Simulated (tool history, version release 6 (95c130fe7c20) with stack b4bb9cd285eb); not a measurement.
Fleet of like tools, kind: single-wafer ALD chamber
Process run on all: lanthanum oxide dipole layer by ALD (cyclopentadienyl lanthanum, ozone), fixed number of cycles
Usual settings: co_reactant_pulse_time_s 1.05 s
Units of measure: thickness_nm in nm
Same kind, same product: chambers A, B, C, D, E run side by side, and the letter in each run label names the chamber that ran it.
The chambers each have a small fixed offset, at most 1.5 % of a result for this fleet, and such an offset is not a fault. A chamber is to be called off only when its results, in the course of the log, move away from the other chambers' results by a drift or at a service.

run   hour  co_reactant_pulse_time_s  read-back reference wafer on the same gauge, thickness_nm  thickness_nm
 1A    3.7                      1.05                                                    0.52171       0.50891
 2C    7.5                      1.05                                                    0.52208       0.50885
 3E   11.0                      1.05                                                    0.52217       0.51296
 4D   15.2                      1.05                                                    0.52184       0.50593
 5B   17.1                      1.05                                                    0.52217       0.50581
 6C   19.4                      1.05                                                    0.52204       0.50807
 7E   21.3                      1.05                                                    0.52184       0.51307
 8B   24.1                      1.05                                                    0.52176       0.50621
 9A   27.2                      1.24                                                    0.52206       0.52973
10D   29.2                      1.24                                                    0.52186       0.52785
11C   31.6                      1.24                                                    0.52201       0.53001
12E   35.3                      1.24                                                    0.52213       0.53524
13B   37.8                      1.24                                                    0.52230       0.52691
14A   41.7                      1.05                                                    0.52202       0.50720
15D   44.3                      1.05                                                    0.52181       0.50625
16E   46.6                      1.05                                                    0.52184       0.51440
17B   48.6                      1.05                                                    0.52180       0.50122
18A   52.3                      0.92                                                    0.52220       0.48617
19D   56.4                      0.92                                                    0.52206       0.48405
20C   59.7                      0.92                                                    0.52183       0.48602
21A   62.0                      0.92                                                    0.52213       0.48544
22E   65.9                      0.92                                                    0.52213       0.48982
23C   68.7                      1.05                                                    0.52163       0.50671
24D   70.6                      1.05                                                    0.52182       0.50486
25B   73.3                      1.05                                                    0.52205       0.50023
26C   75.9                      0.78                                                    0.52248       0.45530
27E   78.5                      0.78                                                    0.52158       0.45973
28D   82.2                      0.78                                                    0.52198       0.45657
29A   85.2                      0.78                                                    0.52198       0.45597
30B   87.2                      0.78                                                    0.52227       0.44375
31E   89.9                      1.20                                                    0.52188       0.52955
32A   92.1                      1.20                                                    0.52208       0.52611
33D   95.5                      1.20                                                    0.52190       0.52558
34C   99.0                      1.20                                                    0.52150       0.52826
35B  100.9                      1.20                                                    0.52187       0.51389

For the next run the whole fleet of 5 chambers uses the same settings. Give each chamber's results:
36A  103.9                      1.37                                                                        ?
36B  103.9                      1.37                                                                        ?
36C  103.9                      1.37                                                                        ?
36D  103.9                      1.37                                                                        ?
36E  103.9                      1.37                                                                        ?

run  thickness_nm
36A       0.54135
36B       0.53247
36C       0.54246
36D       0.54205
36E       0.54944
